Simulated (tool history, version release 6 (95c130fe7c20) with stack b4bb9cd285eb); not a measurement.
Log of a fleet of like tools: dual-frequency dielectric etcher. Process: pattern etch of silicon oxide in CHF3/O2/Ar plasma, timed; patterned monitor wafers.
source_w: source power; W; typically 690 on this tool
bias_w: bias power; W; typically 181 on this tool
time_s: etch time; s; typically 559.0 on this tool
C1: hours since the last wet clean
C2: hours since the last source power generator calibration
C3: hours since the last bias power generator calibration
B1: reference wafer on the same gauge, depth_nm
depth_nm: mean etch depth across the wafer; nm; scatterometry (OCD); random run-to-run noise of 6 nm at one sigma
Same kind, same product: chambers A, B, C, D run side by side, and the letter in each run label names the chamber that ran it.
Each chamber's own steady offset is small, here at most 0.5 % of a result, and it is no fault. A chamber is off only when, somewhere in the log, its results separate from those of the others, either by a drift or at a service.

{"run": "1A", "hour": 8.1, "source_w": 690, "bias_w": 181, "time_s": 559.0, "C1": 132.6, "C2": 1377.9, "C3": 1195.7, "B1": 981.69, "depth_nm": 1164.8}
{"hour": 11.9, "done": "chamber D: wet clean of the chamber"}
{"run": "2C", "hour": 15.2, "source_w": 690, "bias_w": 181, "time_s": 559.0, "C1": 184.3, "C2": 1926.8, "C3": 1584.7, "B1": 980.77, "depth_nm": 1162.8}
{"run": "3B", "hour": 22.4, "source_w": 690, "bias_w": 181, "time_s": 559.0, "C1": 90.4, "C2": 2583.2, "C3": 770.2, "B1": 979.92, "depth_nm": 1159.8}
{"run": "4D", "hour": 35.0, "source_w": 690, "bias_w": 181, "time_s": 559.0, "C1": 23.2, "C2": 2348.1, "C3": 3109.1, "B1": 980.63, "depth_nm": 1152.9}
{"run": "5A", "hour": 44.7, "source_w": 690, "bias_w": 181, "time_s": 559.0, "C1": 169.2, "C2": 1414.5, "C3": 1232.3, "B1": 979.49, "depth_nm": 1162.8}
{"run": "6D", "hour": 56.1, "source_w": 690, "bias_w": 181, "time_s": 559.0, "C1": 44.3, "C2": 2369.2, "C3": 3130.2, "B1": 978.64, "depth_nm": 1154.4}
{"run": "7C", "hour": 66.7, "source_w": 690, "bias_w": 181, "time_s": 559.0, "C1": 235.8, "C2": 1978.3, "C3": 1636.2, "B1": 980.58, "depth_nm": 1172.8}
{"run": "8B", "hour": 74.3, "source_w": 690, "bias_w": 181, "time_s": 559.0, "C1": 142.3, "C2": 2635.1, "C3": 822.1, "B1": 978.99, "depth_nm": 1168.3}
{"run": "9B", "hour": 82.7, "source_w": 690, "bias_w": 159, "time_s": 559.0, "C1": 150.7, "C2": 2643.5, "C3": 830.5, "B1": 979.37, "depth_nm": 1113.5}
{"run": "10C", "hour": 90.7, "source_w": 690, "bias_w": 159, "time_s": 559.0, "C1": 259.8, "C2": 2002.3, "C3": 1660.2, "B1": 979.97, "depth_nm": 1113.2}
{"run": "11D", "hour": 100.2, "source_w": 690, "bias_w": 159, "time_s": 559.0, "C1": 88.4, "C2": 2413.3, "C3": 3174.3, "B1": 980.55, "depth_nm": 1118.3}
{"run": "12A", "hour": 111.4, "source_w": 690, "bias_w": 159, "time_s": 559.0, "C1": 235.9, "C2": 1481.2, "C3": 1299.0, "B1": 980.59, "depth_nm": 1111.7}
{"run": "13D", "hour": 122.5, "source_w": 690, "bias_w": 181, "time_s": 559.0, "C1": 110.7, "C2": 2435.6, "C3": 3196.6, "B1": 979.2, "depth_nm": 1167.6}
{"run": "14C", "hour": 129.1, "source_w": 690, "bias_w": 181, "time_s": 559.0, "C1": 298.2, "C2": 2040.7, "C3": 1698.6, "B1": 978.78, "depth_nm": 1172.7}
{"run": "15B", "hour": 137.5, "source_w": 690, "bias_w": 181, "time_s": 559.0, "C1": 205.5, "C2": 2698.3, "C3": 885.3, "B1": 979.24, "depth_nm": 1159.1}
{"run": "16A", "hour": 150.8, "source_w": 690, "bias_w": 147, "time_s": 642.5, "C1": 275.3, "C2": 1520.6, "C3": 1338.4, "B1": 979.35, "depth_nm": 1251.6}
{"run": "17A", "hour": 157.0, "source_w": 690, "bias_w": 147, "time_s": 642.5, "C1": 281.5, "C2": 1526.8, "C3": 1344.6, "B1": 979.45, "depth_nm": 1242.7}
{"run": "18B", "hour": 165.7, "source_w": 690, "bias_w": 147, "time_s": 642.5, "C1": 233.7, "C2": 2726.5, "C3": 913.5, "B1": 980.29, "depth_nm": 1257.0}
{"run": "19C", "hour": 174.6, "source_w": 690, "bias_w": 147, "time_s": 642.5, "C1": 343.7, "C2": 2086.2, "C3": 1744.1, "B1": 979.27, "depth_nm": 1252.3}
{"run": "20D", "hour": 181.2, "source_w": 690, "bias_w": 181, "time_s": 559.0, "C1": 169.4, "C2": 2494.3, "C3": 3255.3, "B1": 981.17, "depth_nm": 1167.7}
{"run": "21C", "hour": 188.9, "source_w": 690, "bias_w": 181, "time_s": 559.0, "C1": 358.0, "C2": 2100.5, "C3": 1758.4, "B1": 979.09, "depth_nm": 1172.1}
{"hour": 192.1, "done": "chamber A: bias power generator calibrated"}
{"hour": 200.1, "done": "chamber A: wet clean of the chamber"}
{"run": "22B", "hour": 200.5, "source_w": 690, "bias_w": 181, "time_s": 559.0, "C1": 268.5, "C2": 2761.3, "C3": 948.3, "B1": 980.37, "depth_nm": 1173.0}
{"hour": 207.6, "done": "chamber C: wet clean of the chamber"}
{"run": "23A", "hour": 208.3, "source_w": 690, "bias_w": 181, "time_s": 559.0, "C1": 8.3, "C2": 1578.1, "C3": 16.3, "B1": 980.13, "depth_nm": 1159.7}
{"run": "24D", "hour": 218.6, "source_w": 690, "bias_w": 181, "time_s": 559.0, "C1": 206.8, "C2": 2531.7, "C3": 3292.7, "B1": 980.41, "depth_nm": 1166.6}
{"run": "25D", "hour": 228.6, "source_w": 690, "bias_w": 181, "time_s": 559.0, "C1": 216.8, "C2": 2541.7, "C3": 3302.7, "B1": 979.52, "depth_nm": 1158.4}
{"run": "26C", "hour": 240.2, "source_w": 690, "bias_w": 181, "time_s": 559.0, "C1": 32.6, "C2": 2151.8, "C3": 1809.7, "B1": 979.53, "depth_nm": 1179.8}
{"run": "27A", "hour": 247.5, "source_w": 690, "bias_w": 181, "time_s": 559.0, "C1": 47.5, "C2": 1617.3, "C3": 55.5, "B1": 980.17, "depth_nm": 1158.0}
{"run": "28B", "hour": 257.0, "source_w": 690, "bias_w": 181, "time_s": 559.0, "C1": 325.0, "C2": 2817.8, "C3": 1004.8, "B1": 980.12, "depth_nm": 1165.3}
{"run": "29A", "hour": 269.0, "source_w": 690, "bias_w": 181, "time_s": 559.0, "C1": 69.0, "C2": 1638.8, "C3": 77.0, "B1": 979.97, "depth_nm": 1156.4}
{"run": "30B", "hour": 276.7, "source_w": 690, "bias_w": 181, "time_s": 559.0, "C1": 344.7, "C2": 2837.5, "C3": 1024.5, "B1": 979.31, "depth_nm": 1160.6}

Next, every chamber runs the same settings. What will each give?
{"run": "31A", "hour": 286.6, "source_w": 690, "bias_w": 181, "time_s": 559.0, "depth_nm": "?"}
{"run": "31B", "hour": 286.6, "source_w": 690, "bias_w": 181, "time_s": 559.0, "depth_nm": "?"}
{"run": "31C", "hour": 286.6, "source_w": 690, "bias_w": 181, "time_s": 559.0, "depth_nm": "?"}
{"run": "31D", "hour": 286.6, "source_w": 690, "bias_w": 181, "time_s": 559.0, "depth_nm": "?"}

run=31A depth_nm=1158.5
run=31B depth_nm=1168.8
run=31C depth_nm=1172.7
run=31D depth_nm=1171.7
